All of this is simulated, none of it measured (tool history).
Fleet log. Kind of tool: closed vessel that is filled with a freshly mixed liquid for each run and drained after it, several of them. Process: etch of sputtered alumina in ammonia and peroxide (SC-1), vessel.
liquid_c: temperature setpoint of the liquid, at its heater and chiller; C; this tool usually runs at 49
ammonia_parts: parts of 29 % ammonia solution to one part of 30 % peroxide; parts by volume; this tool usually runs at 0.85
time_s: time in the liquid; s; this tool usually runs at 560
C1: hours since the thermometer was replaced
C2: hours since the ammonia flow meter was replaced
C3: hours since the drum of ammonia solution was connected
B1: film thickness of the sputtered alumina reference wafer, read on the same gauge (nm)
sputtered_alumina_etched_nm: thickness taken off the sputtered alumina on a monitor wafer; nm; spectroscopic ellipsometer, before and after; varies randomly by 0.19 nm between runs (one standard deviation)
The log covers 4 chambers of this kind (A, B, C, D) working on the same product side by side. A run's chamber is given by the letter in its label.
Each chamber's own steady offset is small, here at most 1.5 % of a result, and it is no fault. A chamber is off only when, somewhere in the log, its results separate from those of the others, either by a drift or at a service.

{"hour": 2.9, "done": "chamber D: new drum of ammonia solution connected"}
{"run": "1A", "hour": 11.6, "liquid_c": 49, "ammonia_parts": 0.85, "time_s": 560, "C1": 2380.5, "C2": 1153.0, "C3": 316.4, "B1": 139.98, "sputtered_alumina_etched_nm": 29.72}
{"run": "2C", "hour": 23.5, "liquid_c": 49, "ammonia_parts": 0.85, "time_s": 560, "C1": 368.4, "C2": 347.4, "C3": 305.1, "B1": 140.01, "sputtered_alumina_etched_nm": 29.739}
{"run": "3D", "hour": 32.2, "liquid_c": 49, "ammonia_parts": 0.85, "time_s": 560, "C1": 666.4, "C2": 569.1, "C3": 29.4, "B1": 140.01, "sputtered_alumina_etched_nm": 29.506}
{"run": "4B", "hour": 43.9, "liquid_c": 49, "ammonia_parts": 0.85, "time_s": 560, "C1": 1909.8, "C2": 1286.7, "C3": 741.8, "B1": 140.0, "sputtered_alumina_etched_nm": 29.395}
{"run": "5C", "hour": 53.8, "liquid_c": 49, "ammonia_parts": 0.85, "time_s": 560, "C1": 398.7, "C2": 377.7, "C3": 335.4, "B1": 139.99, "sputtered_alumina_etched_nm": 29.925}
{"run": "6D", "hour": 64.9, "liquid_c": 49, "ammonia_parts": 0.85, "time_s": 560, "C1": 699.1, "C2": 601.8, "C3": 62.1, "B1": 140.02, "sputtered_alumina_etched_nm": 29.28}
{"run": "7A", "hour": 71.3, "liquid_c": 49, "ammonia_parts": 0.85, "time_s": 560, "C1": 2440.2, "C2": 1212.7, "C3": 376.1, "B1": 139.99, "sputtered_alumina_etched_nm": 29.94}
{"run": "8B", "hour": 82.1, "liquid_c": 49, "ammonia_parts": 0.85, "time_s": 285, "C1": 1948.0, "C2": 1324.9, "C3": 780.0, "B1": 139.96, "sputtered_alumina_etched_nm": 15.022}
{"run": "9A", "hour": 94.0, "liquid_c": 49, "ammonia_parts": 0.85, "time_s": 285, "C1": 2462.9, "C2": 1235.4, "C3": 398.8, "B1": 140.02, "sputtered_alumina_etched_nm": 15.145}
{"hour": 95.3, "done": "chamber A: thermometer replaced"}
{"run": "10B", "hour": 100.7, "liquid_c": 49, "ammonia_parts": 0.85, "time_s": 285, "C1": 1966.6, "C2": 1343.5, "C3": 798.6, "B1": 140.01, "sputtered_alumina_etched_nm": 15.112}
{"hour": 108.4, "done": "chamber C: ammonia flow meter replaced"}
{"run": "11D", "hour": 110.3, "liquid_c": 49, "ammonia_parts": 0.85, "time_s": 285, "C1": 744.5, "C2": 647.2, "C3": 107.5, "B1": 140.03, "sputtered_alumina_etched_nm": 15.08}
{"run": "12C", "hour": 118.1, "liquid_c": 49, "ammonia_parts": 0.85, "time_s": 560, "C1": 463.0, "C2": 9.8, "C3": 399.7, "B1": 140.03, "sputtered_alumina_etched_nm": 29.422}
{"run": "13C", "hour": 126.6, "liquid_c": 49, "ammonia_parts": 0.85, "time_s": 560, "C1": 471.5, "C2": 18.3, "C3": 408.2, "B1": 140.03, "sputtered_alumina_etched_nm": 29.465}
{"run": "14A", "hour": 136.7, "liquid_c": 44, "ammonia_parts": 1.2, "time_s": 560, "C1": 41.5, "C2": 1278.1, "C3": 441.5, "B1": 139.99, "sputtered_alumina_etched_nm": 23.383}
{"hour": 142.2, "done": "chamber B: new drum of ammonia solution connected"}
{"run": "15B", "hour": 148.9, "liquid_c": 44, "ammonia_parts": 1.2, "time_s": 560, "C1": 2014.8, "C2": 1391.7, "C3": 6.8, "B1": 140.01, "sputtered_alumina_etched_nm": 23.184}
{"run": "16D", "hour": 160.3, "liquid_c": 44, "ammonia_parts": 1.2, "time_s": 560, "C1": 794.5, "C2": 697.2, "C3": 157.5, "B1": 140.01, "sputtered_alumina_etched_nm": 23.245}
{"run": "17A", "hour": 167.5, "liquid_c": 44, "ammonia_parts": 1.2, "time_s": 560, "C1": 72.3, "C2": 1308.9, "C3": 472.3, "B1": 139.99, "sputtered_alumina_etched_nm": 23.528}
{"run": "18B", "hour": 173.1, "liquid_c": 49, "ammonia_parts": 0.85, "time_s": 560, "C1": 2039.0, "C2": 1415.9, "C3": 31.0, "B1": 140.0, "sputtered_alumina_etched_nm": 29.741}
{"run": "19D", "hour": 181.8, "liquid_c": 49, "ammonia_parts": 0.85, "time_s": 560, "C1": 816.0, "C2": 718.7, "C3": 179.0, "B1": 140.01, "sputtered_alumina_etched_nm": 30.186}
{"run": "20C", "hour": 193.6, "liquid_c": 49, "ammonia_parts": 0.85, "time_s": 560, "C1": 538.5, "C2": 85.3, "C3": 475.2, "B1": 139.97, "sputtered_alumina_etched_nm": 29.664}
{"run": "21A", "hour": 199.0, "liquid_c": 49, "ammonia_parts": 0.85, "time_s": 560, "C1": 103.8, "C2": 1340.4, "C3": 503.8, "B1": 139.99, "sputtered_alumina_etched_nm": 29.832}
{"run": "22C", "hour": 208.0, "liquid_c": 49, "ammonia_parts": 0.55, "time_s": 385, "C1": 552.9, "C2": 99.7, "C3": 489.6, "B1": 140.02, "sputtered_alumina_etched_nm": 19.465}
{"run": "23B", "hour": 218.4, "liquid_c": 49, "ammonia_parts": 0.55, "time_s": 385, "C1": 2084.3, "C2": 1461.2, "C3": 76.3, "B1": 140.01, "sputtered_alumina_etched_nm": 19.553}
{"run": "24D", "hour": 225.7, "liquid_c": 49, "ammonia_parts": 0.55, "time_s": 385, "C1": 859.9, "C2": 762.6, "C3": 222.9, "B1": 139.98, "sputtered_alumina_etched_nm": 20.019}
{"run": "25C", "hour": 232.2, "liquid_c": 49, "ammonia_parts": 0.55, "time_s": 385, "C1": 577.1, "C2": 123.9, "C3": 513.8, "B1": 140.03, "sputtered_alumina_etched_nm": 19.605}
{"run": "26A", "hour": 242.2, "liquid_c": 49, "ammonia_parts": 0.85, "time_s": 560, "C1": 147.0, "C2": 1383.6, "C3": 547.0, "B1": 140.01, "sputtered_alumina_etched_nm": 29.889}
{"run": "27B", "hour": 253.8, "liquid_c": 49, "ammonia_parts": 0.85, "time_s": 560, "C1": 2119.7, "C2": 1496.6, "C3": 111.7, "B1": 139.98, "sputtered_alumina_etched_nm": 29.851}
{"run": "28D", "hour": 262.2, "liquid_c": 49, "ammonia_parts": 0.85, "time_s": 560, "C1": 896.4, "C2": 799.1, "C3": 259.4, "B1": 140.0, "sputtered_alumina_etched_nm": 30.5}
{"hour": 262.6, "done": "chamber B: thermometer replaced"}
{"hour": 263.7, "done": "chamber A: new drum of ammonia solution connected"}
{"run": "29A", "hour": 270.5, "liquid_c": 49, "ammonia_parts": 0.85, "time_s": 560, "C1": 175.3, "C2": 1411.9, "C3": 6.8, "B1": 140.01, "sputtered_alumina_etched_nm": 29.796}
{"run": "30D", "hour": 276.4, "liquid_c": 45, "ammonia_parts": 0.85, "time_s": 560, "C1": 910.6, "C2": 813.3, "C3": 273.6, "B1": 140.0, "sputtered_alumina_etched_nm": 24.982}
{"run": "31B", "hour": 288.6, "liquid_c": 45, "ammonia_parts": 0.85, "time_s": 560, "C1": 26.0, "C2": 1531.4, "C3": 146.5, "B1": 140.0, "sputtered_alumina_etched_nm": 23.767}
{"run": "32C", "hour": 295.1, "liquid_c": 45, "ammonia_parts": 0.85, "time_s": 560, "C1": 640.0, "C2": 186.8, "C3": 576.7, "B1": 139.99, "sputtered_alumina_etched_nm": 23.667}
{"run": "33B", "hour": 306.3, "liquid_c": 45, "ammonia_parts": 0.85, "time_s": 560, "C1": 43.7, "C2": 1549.1, "C3": 164.2, "B1": 140.0, "sputtered_alumina_etched_nm": 23.908}
{"run": "34C", "hour": 312.6, "liquid_c": 49, "ammonia_parts": 0.85, "time_s": 560, "C1": 657.5, "C2": 204.3, "C3": 594.2, "B1": 139.98, "sputtered_alumina_etched_nm": 29.362}

All 4 chambers run these settings next. Forecast each chamber's results:
{"run": "35A", "hour": 321.5, "liquid_c": 49, "ammonia_parts": 0.85, "time_s": 560, "sputtered_alumina_etched_nm": "?"}
{"run": "35B", "hour": 321.5, "liquid_c": 49, "ammonia_parts": 0.85, "time_s": 560, "sputtered_alumina_etched_nm": "?"}
{"run": "35C", "hour": 321.5, "liquid_c": 49, "ammonia_parts": 0.85, "time_s": 560, "sputtered_alumina_etched_nm": "?"}
{"run": "35D", "hour": 321.5, "liquid_c": 49, "ammonia_parts": 0.85, "time_s": 560, "sputtered_alumina_etched_nm": "?"}

run=35A sputtered_alumina_etched_nm=29.795
run=35B sputtered_alumina_etched_nm=29.710
run=35C sputtered_alumina_etched_nm=29.688
run=35D sputtered_alumina_etched_nm=31.431
